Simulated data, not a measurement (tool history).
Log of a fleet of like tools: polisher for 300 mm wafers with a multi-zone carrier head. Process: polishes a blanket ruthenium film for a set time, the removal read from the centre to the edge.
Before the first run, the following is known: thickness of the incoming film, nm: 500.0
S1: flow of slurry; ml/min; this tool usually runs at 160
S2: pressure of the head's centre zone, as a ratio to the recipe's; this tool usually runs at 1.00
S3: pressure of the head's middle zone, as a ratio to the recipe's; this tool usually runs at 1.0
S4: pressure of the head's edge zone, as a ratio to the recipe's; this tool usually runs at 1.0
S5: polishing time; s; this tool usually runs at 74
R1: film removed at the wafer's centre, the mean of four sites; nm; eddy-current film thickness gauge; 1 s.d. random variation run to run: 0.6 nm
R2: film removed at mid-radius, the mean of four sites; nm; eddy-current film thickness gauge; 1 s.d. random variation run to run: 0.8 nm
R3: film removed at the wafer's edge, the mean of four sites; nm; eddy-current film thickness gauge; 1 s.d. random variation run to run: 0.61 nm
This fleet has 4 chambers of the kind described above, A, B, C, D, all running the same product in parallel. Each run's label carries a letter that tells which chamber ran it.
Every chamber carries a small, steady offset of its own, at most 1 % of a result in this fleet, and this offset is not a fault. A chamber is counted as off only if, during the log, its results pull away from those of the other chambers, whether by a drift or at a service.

At hour 1.3: chamber B: worn pad replaced by a new one.
Run 1C, hour 8.5: usual settings. Result: R1 57.189 nm, R2 55.536 nm, R3 54.874 nm.
At hour 16.5: chamber B: slurry nozzle cleaned.
Run 2A, hour 19.9: usual settings. Result: R1 56.321 nm, R2 56.531 nm, R3 55.966 nm.
Run 3B, hour 25.3: usual settings. Result: R1 55.300 nm, R2 55.729 nm, R3 55.769 nm.
Run 4D, hour 36.4: usual settings. Result: R1 55.190 nm, R2 56.313 nm, R3 56.935 nm.
At hour 40.3: chamber D: worn pad replaced by a new one.
Run 5C, hour 42.8: usual settings. Result: R1 56.338 nm, R2 55.313 nm, R3 56.111 nm.
Run 6A, hour 52.6: usual settings. Result: R1 56.728 nm, R2 55.682 nm, R3 55.791 nm.
Run 7D, hour 63.9: usual settings but S1 200 ml/min, S5 98 s. Result: R1 75.622 nm, R2 75.055 nm, R3 75.809 nm.
Run 8B, hour 74.3: usual settings but S1 200 ml/min, S5 98 s. Result: R1 76.663 nm, R2 77.263 nm, R3 75.886 nm.
At hour 78.2: chamber C: worn pad replaced by a new one.
Run 9A, hour 85.6: usual settings but S1 200 ml/min, S5 98 s. Result: R1 78.631 nm, R2 75.416 nm, R3 74.552 nm.
Run 10C, hour 96.8: usual settings but S1 200 ml/min, S5 98 s. Result: R1 76.014 nm, R2 74.202 nm, R3 75.563 nm.
Run 11D, hour 103.4: usual settings. Result: R1 55.266 nm, R2 54.967 nm, R3 55.889 nm.
At hour 111.2: chamber A: worn pad replaced by a new one.
At hour 111.7: chamber B: worn pad replaced by a new one.
Run 12B, hour 112.7: usual settings. Result: R1 55.067 nm, R2 56.053 nm, R3 55.751 nm.
Run 13B, hour 118.8: usual settings. Result: R1 54.934 nm, R2 57.384 nm, R3 54.670 nm.
At hour 122.9: chamber D: worn pad replaced by a new one.
Run 14A, hour 124.9: usual settings. Result: R1 56.084 nm, R2 55.199 nm, R3 54.976 nm.
Run 15C, hour 133.2: usual settings. Result: R1 56.399 nm, R2 54.381 nm, R3 55.381 nm.
Run 16D, hour 139.7: usual settings. Result: R1 55.212 nm, R2 55.518 nm, R3 56.163 nm.
Run 17C, hour 151.8: usual settings. Result: R1 55.529 nm, R2 55.454 nm, R3 56.166 nm.
Run 18B, hour 158.3: usual settings. Result: R1 55.635 nm, R2 56.841 nm, R3 54.588 nm.
Run 19A, hour 165.9: usual settings but S1 180 ml/min, S3 1.1. Result: R1 57.632 nm, R2 62.546 nm, R3 55.405 nm.
At hour 169.8: chamber A: edge zone pressure recalibrated.
Run 20D, hour 174.6: usual settings but S1 180 ml/min, S3 1.1. Result: R1 56.229 nm, R2 62.051 nm, R3 55.648 nm.
Run 21A, hour 182.6: usual settings but S1 180 ml/min, S3 1.1. Result: R1 57.366 nm, R2 61.542 nm, R3 56.426 nm.
Run 22C, hour 191.8: usual settings but S1 180 ml/min, S3 1.1. Result: R1 56.926 nm, R2 60.805 nm, R3 55.959 nm.
At hour 200.3: chamber D: worn pad replaced by a new one.
Run 23B, hour 202.4: usual settings but S2 1.06. Result: R1 58.819 nm, R2 56.576 nm, R3 55.587 nm.
At hour 203.0: chamber C: slurry nozzle cleaned.
At hour 204.5: chamber B: worn pad replaced by a new one.
Run 24D, hour 212.7: usual settings but S2 1.06. Result: R1 58.013 nm, R2 54.220 nm, R3 56.324 nm.
Run 25B, hour 218.5: usual settings but S2 1.06. Result: R1 57.680 nm, R2 57.296 nm, R3 54.755 nm.
Run 26D, hour 226.9: usual settings but S2 1.06. Result: R1 58.967 nm, R2 53.461 nm, R3 55.935 nm.
Run 27C, hour 232.3: usual settings. Result: R1 57.110 nm, R2 56.051 nm, R3 55.660 nm.
At hour 234.2: chamber A: worn pad replaced by a new one.
Run 28A, hour 239.7: usual settings. Result: R1 54.781 nm, R2 54.598 nm, R3 56.458 nm.
At hour 246.2: chamber D: edge zone pressure recalibrated.
Run 29B, hour 249.7: usual settings. Result: R1 54.959 nm, R2 54.390 nm, R3 55.069 nm.
At hour 253.2: chamber C: worn pad replaced by a new one.
Run 30A, hour 257.6: usual settings. Result: R1 56.520 nm, R2 55.116 nm, R3 54.572 nm.
Run 31C, hour 265.3: usual settings but S5 59 s. Result: R1 44.776 nm, R2 43.926 nm, R3 44.208 nm.
Run 32D, hour 272.9: usual settings but S5 59 s. Result: R1 44.539 nm, R2 43.659 nm, R3 45.312 nm.
At hour 279.6: chamber D: worn pad replaced by a new one.
Run 33A, hour 282.7: usual settings but S5 59 s. Result: R1 44.447 nm, R2 44.229 nm, R3 43.393 nm.
Run 34D, hour 290.7: usual settings but S5 59 s. Result: R1 44.219 nm, R2 44.291 nm, R3 43.758 nm.
At hour 293.5: chamber B: centre zone pressure recalibrated.
Run 35B, hour 296.3: usual settings. Result: R1 54.511 nm, R2 55.897 nm, R3 56.233 nm.
Run 36C, hour 308.3: usual settings but S1 195 ml/min. Result: R1 57.937 nm, R2 56.215 nm, R3 57.651 nm.
Run 37B, hour 317.9: usual settings but S1 195 ml/min. Result: R1 56.804 nm, R2 56.947 nm, R3 56.729 nm.
Run 38A, hour 324.0: usual settings but S1 195 ml/min. Result: R1 56.435 nm, R2 56.745 nm, R3 56.632 nm.
Run 39D, hour 331.3: usual settings but S1 195 ml/min. Result: R1 57.214 nm, R2 56.228 nm, R3 58.310 nm.
Run 40C, hour 337.6: usual settings. Result: R1 56.292 nm, R2 55.029 nm, R3 56.559 nm.
Run 41C, hour 349.7: usual settings. Result: R1 55.441 nm, R2 54.956 nm, R3 55.789 nm.

One chamber off, gauge drift, or nothing amiss beyond the chambers' own small offsets? If it is a chamber, which one, and what is the likeliest cause?

The fleet is healthy, with each chamber sitting at its usual small offset and no drift in the gauge.

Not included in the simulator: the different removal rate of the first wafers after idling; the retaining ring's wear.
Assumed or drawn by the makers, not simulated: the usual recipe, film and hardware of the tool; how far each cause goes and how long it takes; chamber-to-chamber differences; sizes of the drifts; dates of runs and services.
